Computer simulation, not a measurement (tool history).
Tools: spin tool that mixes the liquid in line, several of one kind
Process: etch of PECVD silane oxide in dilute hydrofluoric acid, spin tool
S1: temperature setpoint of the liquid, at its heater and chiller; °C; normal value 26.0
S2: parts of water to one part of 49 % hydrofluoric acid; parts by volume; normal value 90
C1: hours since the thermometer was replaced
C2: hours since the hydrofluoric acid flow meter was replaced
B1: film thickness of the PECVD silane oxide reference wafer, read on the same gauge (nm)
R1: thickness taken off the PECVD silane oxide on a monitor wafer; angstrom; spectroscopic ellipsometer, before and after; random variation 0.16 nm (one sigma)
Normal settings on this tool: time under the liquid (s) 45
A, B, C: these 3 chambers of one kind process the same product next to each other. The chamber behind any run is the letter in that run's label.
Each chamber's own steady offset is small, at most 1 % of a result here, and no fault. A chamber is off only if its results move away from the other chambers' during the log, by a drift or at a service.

At hour 4.4: chamber B: hydrofluoric acid flow meter replaced.
Run 1C, hour 10.4: usual settings; C1 1116.2; C2 540.5; B1 129.99. Result: R1 157.570 angstrom.
Run 2A, hour 23.6: usual settings; C1 268.2; C2 194.8; B1 130.01. Result: R1 157.180 angstrom.
Run 3B, hour 36.0: usual settings; C1 782.1; C2 31.6; B1 130.01. Result: R1 156.100 angstrom.
Run 4C, hour 44.4: usual settings; C1 1150.2; C2 574.5; B1 130.00. Result: R1 157.290 angstrom.
Run 5B, hour 60.0: usual settings; C1 806.1; C2 55.6; B1 129.98. Result: R1 156.410 angstrom.
Run 6A, hour 73.7: usual settings; C1 318.3; C2 244.9; B1 130.00. Result: R1 160.180 angstrom.
Run 7A, hour 84.2: usual settings but S1 22.5 °C; C1 328.8; C2 255.4; B1 130.02. Result: R1 134.750 angstrom.
Run 8B, hour 99.1: usual settings but S1 22.5 °C; C1 845.2; C2 94.7; B1 130.02. Result: R1 137.860 angstrom.
At hour 109.0: chamber C: hydrofluoric acid flow meter replaced.
Run 9C, hour 114.4: usual settings but S1 22.5 °C; C1 1220.2; C2 5.4; B1 130.01. Result: R1 137.740 angstrom.
Run 10A, hour 125.9: usual settings; C1 370.5; C2 297.1; B1 130.01. Result: R1 157.930 angstrom.
Run 11B, hour 132.8: usual settings; C1 878.9; C2 128.4; B1 129.99. Result: R1 153.850 angstrom.
Run 12C, hour 143.2: usual settings; C1 1249.0; C2 34.2; B1 129.98. Result: R1 156.240 angstrom.
Run 13A, hour 158.5: usual settings; C1 403.1; C2 329.7; B1 130.02. Result: R1 158.540 angstrom.
Run 14C, hour 169.2: usual settings; C1 1275.0; C2 60.2; B1 130.02. Result: R1 157.400 angstrom.
Run 15B, hour 177.3: usual settings but S1 24.0 °C, time under the liquid (s) 25; C1 923.4; C2 172.9; B1 130.03. Result: R1 80.980 angstrom.
Run 16B, hour 188.7: usual settings but S1 24.0 °C, time under the liquid (s) 25; C1 934.8; C2 184.3; B1 130.03. Result: R1 82.356 angstrom.
Run 17C, hour 196.3: usual settings but S1 24.0 °C, time under the liquid (s) 25; C1 1302.1; C2 87.3; B1 130.01. Result: R1 80.779 angstrom.
Run 18A, hour 205.2: usual settings; C1 449.8; C2 376.4; B1 129.98. Result: R1 158.710 angstrom.
Run 19A, hour 220.3: usual settings; C1 464.9; C2 391.5; B1 130.01. Result: R1 158.120 angstrom.
Run 20B, hour 234.1: usual settings; C1 980.2; C2 229.7; B1 129.98. Result: R1 156.600 angstrom.
Run 21C, hour 242.4: usual settings; C1 1348.2; C2 133.4; B1 129.99. Result: R1 156.950 angstrom.
Run 22A, hour 257.6: usual settings; C1 502.2; C2 428.8; B1 130.01. Result: R1 156.930 angstrom.
At hour 264.3: chamber A: hydrofluoric acid flow meter replaced.
Run 23B, hour 264.7: usual settings; C1 1010.8; C2 260.3; B1 129.99. Result: R1 156.840 angstrom.
Run 24C, hour 272.1: usual settings but time under the liquid (s) 60; C1 1377.9; C2 163.1; B1 130.00. Result: R1 207.770 angstrom.
Run 25C, hour 283.1: usual settings but time under the liquid (s) 60; C1 1388.9; C2 174.1; B1 130.00. Result: R1 208.180 angstrom.
Run 26B, hour 298.1: usual settings but time under the liquid (s) 60; C1 1044.2; C2 293.7; B1 130.01. Result: R1 209.330 angstrom.
Run 27A, hour 310.5: usual settings; C1 555.1; C2 46.3; B1 130.03. Result: R1 159.370 angstrom.
Run 28C, hour 317.8: usual settings; C1 1423.6; C2 208.8; B1 129.99. Result: R1 155.790 angstrom.
Run 29A, hour 327.1: usual settings; C1 571.7; C2 62.9; B1 129.99. Result: R1 159.100 angstrom.
Run 30B, hour 336.1: usual settings; C1 1082.2; C2 331.7; B1 130.01. Result: R1 157.230 angstrom.
Run 31B, hour 351.7: usual settings; C1 1097.8; C2 347.3; B1 129.99. Result: R1 157.340 angstrom.
Run 32A, hour 366.8: usual settings but S1 29.5 °C, time under the liquid (s) 65; C1 611.4; C2 102.6; B1 130.01. Result: R1 266.060 angstrom.

Has any chamber moved away from the others, gradually or after a service, or does the common gauge drift, or do the chambers differ only by their own small steady offsets? State the chamber and the most likely cause if one applies.

Nothing is wrong: each chamber keeps only its own small, steady offset and the gauge holds still.
